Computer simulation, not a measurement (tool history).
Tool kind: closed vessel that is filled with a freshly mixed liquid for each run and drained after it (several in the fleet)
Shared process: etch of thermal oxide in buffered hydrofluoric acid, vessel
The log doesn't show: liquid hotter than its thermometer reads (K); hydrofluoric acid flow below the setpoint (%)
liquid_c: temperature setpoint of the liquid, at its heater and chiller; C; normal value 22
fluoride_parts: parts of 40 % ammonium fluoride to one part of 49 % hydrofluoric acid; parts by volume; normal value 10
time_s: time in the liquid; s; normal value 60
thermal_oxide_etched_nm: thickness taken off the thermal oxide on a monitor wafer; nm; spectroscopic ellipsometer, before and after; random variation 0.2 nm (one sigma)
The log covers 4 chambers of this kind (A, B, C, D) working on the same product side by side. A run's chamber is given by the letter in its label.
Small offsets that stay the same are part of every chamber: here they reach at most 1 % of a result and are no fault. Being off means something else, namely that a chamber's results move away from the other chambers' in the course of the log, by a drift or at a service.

run,day,liquid_c,fluoride_parts,time_s,hours since the thermometer was replaced,hours since the hydrofluoric acid flow meter was replaced,"read-back film thickness of the thermal oxide reference wafer, read on the same gauge (nm)",thermal_oxide_etched_nm
1C,0.275,22,10,60,949.4,266.1,149.97,61.901
2A,0.488,22,10,60,822.1,459.9,149.97,62.297
3D,0.671,22,10,60,905.3,151.8,149.96,62.259
4B,0.833,22,10,60,47.4,375.1,150,61.788
5C,0.988,22,10,40,966.5,283.2,149.98,41.226
6D,1.275,22,10,40,919.8,166.3,149.99,41.551
7A,1.417,22,10,40,844.4,482.2,149.97,41.688
8B,1.662,22,10,40,67.3,395,150.01,41.373
9C,1.938,22,10,60,989.3,306,149.99,61.713
10B,2.142,22,10,60,78.8,406.5,149.99,61.839
11D,2.379,22,10,60,946.3,192.8,149.93,62.021
12A,2.571,24,10,95,872.1,509.9,150.01,109.47
13C,2.708,24,10,95,1007.8,324.5,150,109.39
14A,2.842,24,10,95,878.6,516.4,150.01,109.4
15B,3.121,24,10,95,102.3,430,150.01,109.25
16D,3.362,22,10,60,969.9,216.4,150.01,62.448
17D,3.512,22,10,60,973.5,220,150.03,62.073
18A,3.762,22,6.5,60,900.7,538.5,149.99,92.219
19C,3.975,22,6.5,60,1038.2,354.9,149.98,92.191
20B,4.146,22,6.5,60,126.9,454.6,150,93.101
21C,4.379,22,6.5,60,1047.9,364.6,150.02,92.669
22B,4.567,19,10,50,137,464.7,150.01,43.801
23A,4.867,19,10,50,927.2,565,150.04,43.761
24D,5,19,10,50,1009.2,255.7,149.97,43.762
25A,5.217,19,10,50,935.6,573.4,150.01,43.848
26B,5.504,22,10,60,159.5,487.2,149.96,61.75
27C,5.638,22,12.5,60,1078.1,394.8,150.06,49.686
28D,5.871,22,12.5,60,1030.1,276.6,150.03,49.8
29A,6.104,22,12.5,60,956.9,594.7,150.02,50.178
30B,6.346,22,12.5,60,179.7,507.4,149.98,49.674
31D,6.612,22,10,60,1047.9,294.4,150,62.107
32C,6.758,22,10,60,1105,421.7,150.04,62.124
33B,6.892,22,10,60,192.8,520.5,150.02,61.598
34C,7.117,22,10,60,1113.6,430.3,150.01,61.742
35D,7.396,22,10,95,1066.7,313.2,150.02,98.603
36A,7.667,22,10,95,994.4,632.2,150.03,98.254
37D,7.925,22,10,95,1079.4,325.9,150,98.631

Which is it: a chamber that has drifted or been left off by a service, a gauge drift common to all chambers, or only each chamber's usual small offset? If a chamber is off, name it and its likeliest cause.

Nothing is wrong: each chamber keeps only its own small, steady offset and the gauge holds still.

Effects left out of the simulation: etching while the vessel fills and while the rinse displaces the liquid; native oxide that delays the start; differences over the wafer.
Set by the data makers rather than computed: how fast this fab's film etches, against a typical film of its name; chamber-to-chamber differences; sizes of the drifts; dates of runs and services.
